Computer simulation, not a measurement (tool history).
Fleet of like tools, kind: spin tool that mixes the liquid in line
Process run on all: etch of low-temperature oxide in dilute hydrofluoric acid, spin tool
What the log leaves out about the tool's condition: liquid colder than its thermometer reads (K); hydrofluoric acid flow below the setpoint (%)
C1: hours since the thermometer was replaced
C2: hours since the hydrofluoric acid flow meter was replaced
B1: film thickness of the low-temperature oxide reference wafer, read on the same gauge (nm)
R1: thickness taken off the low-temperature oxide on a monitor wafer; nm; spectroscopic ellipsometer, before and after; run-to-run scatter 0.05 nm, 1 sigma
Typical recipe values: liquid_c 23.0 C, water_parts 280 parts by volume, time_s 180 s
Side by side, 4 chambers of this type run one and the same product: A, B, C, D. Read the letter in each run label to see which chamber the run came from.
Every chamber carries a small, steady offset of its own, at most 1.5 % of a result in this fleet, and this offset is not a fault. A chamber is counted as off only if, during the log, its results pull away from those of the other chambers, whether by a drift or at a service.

run 1C hour=4.0 | liquid_c=23.0 water_parts=280 time_s=180 | C1=661.8 C2=1057.0 | B1=150.03 | R1=5.4253
run 2D hour=11.3 | liquid_c=23.0 water_parts=280 time_s=180 | C1=484.2 C2=1860.3 | B1=150.01 | R1=5.4025
run 3A hour=18.6 | liquid_c=23.0 water_parts=280 time_s=180 | C1=405.3 C2=618.3 | B1=150.01 | R1=5.5348
run 4B hour=22.1 | liquid_c=23.0 water_parts=280 time_s=180 | C1=1845.3 C2=383.0 | B1=150.00 | R1=5.4955
run 5C hour=25.8 | liquid_c=23.0 water_parts=280 time_s=180 | C1=683.6 C2=1078.8 | B1=150.01 | R1=5.4391
run 6A hour=32.0 | liquid_c=23.0 water_parts=280 time_s=180 | C1=418.7 C2=631.7 | B1=150.00 | R1=5.3538
run 7D hour=38.8 | liquid_c=23.0 water_parts=280 time_s=180 | C1=511.7 C2=1887.8 | B1=149.97 | R1=5.3955
run 8B hour=46.4 | liquid_c=23.0 water_parts=280 time_s=180 | C1=1869.6 C2=407.3 | B1=150.00 | R1=5.4219
run 9D hour=51.9 | liquid_c=23.0 water_parts=280 time_s=180 | C1=524.8 C2=1900.9 | B1=149.99 | R1=5.3292
run 10C hour=58.6 | liquid_c=23.0 water_parts=280 time_s=180 | C1=716.4 C2=1111.6 | B1=150.00 | R1=5.4519
run 11B hour=64.1 | liquid_c=23.0 water_parts=280 time_s=180 | C1=1887.3 C2=425.0 | B1=149.98 | R1=5.4702
run 12A hour=71.0 | liquid_c=23.0 water_parts=280 time_s=180 | C1=457.7 C2=670.7 | B1=149.98 | R1=5.4815
-- hour=72.4 chamber B: hydrofluoric acid flow meter replaced
run 13A hour=77.8 | liquid_c=23.0 water_parts=280 time_s=180 | C1=464.5 C2=677.5 | B1=150.00 | R1=5.5420
run 14B hour=81.7 | liquid_c=23.0 water_parts=280 time_s=180 | C1=1904.9 C2=9.3 | B1=149.98 | R1=5.4318
run 15C hour=85.3 | liquid_c=23.0 water_parts=280 time_s=180 | C1=743.1 C2=1138.3 | B1=150.02 | R1=5.4092
run 16D hour=92.2 | liquid_c=23.0 water_parts=280 time_s=180 | C1=565.1 C2=1941.2 | B1=150.00 | R1=5.2150
run 17D hour=96.8 | liquid_c=23.0 water_parts=280 time_s=180 | C1=569.7 C2=1945.8 | B1=150.01 | R1=5.1883
run 18B hour=101.3 | liquid_c=23.0 water_parts=280 time_s=180 | C1=1924.5 C2=28.9 | B1=149.98 | R1=5.4445
run 19C hour=108.6 | liquid_c=23.0 water_parts=280 time_s=180 | C1=766.4 C2=1161.6 | B1=149.99 | R1=5.4752
run 20A hour=115.9 | liquid_c=23.0 water_parts=280 time_s=180 | C1=502.6 C2=715.6 | B1=150.00 | R1=5.5027
run 21C hour=119.3 | liquid_c=23.0 water_parts=280 time_s=180 | C1=777.1 C2=1172.3 | B1=150.00 | R1=5.3622
run 22D hour=123.7 | liquid_c=23.0 water_parts=280 time_s=180 | C1=596.6 C2=1972.7 | B1=149.98 | R1=5.1092
run 23A hour=128.3 | liquid_c=23.0 water_parts=280 time_s=180 | C1=515.0 C2=728.0 | B1=149.99 | R1=5.5136
run 24B hour=132.2 | liquid_c=23.0 water_parts=280 time_s=180 | C1=1955.4 C2=59.8 | B1=150.00 | R1=5.4132
run 25B hour=138.6 | liquid_c=23.0 water_parts=280 time_s=180 | C1=1961.8 C2=66.2 | B1=149.99 | R1=5.3947
run 26A hour=142.9 | liquid_c=23.0 water_parts=280 time_s=180 | C1=529.6 C2=742.6 | B1=150.01 | R1=5.5316

All chambers now run identical settings, listed one chamber a line with results as question marks. What results will each chamber show?
run 27A hour=148.3 | liquid_c=26.5 water_parts=280 time_s=180 | R1=?
run 27B hour=148.3 | liquid_c=26.5 water_parts=280 time_s=180 | R1=?
run 27C hour=148.3 | liquid_c=26.5 water_parts=280 time_s=180 | R1=?
run 27D hour=148.3 | liquid_c=26.5 water_parts=280 time_s=180 | R1=?

run=27A R1=6.1299
run=27B R1=6.2091
run=27C R1=6.2488
run=27D R1=5.7209
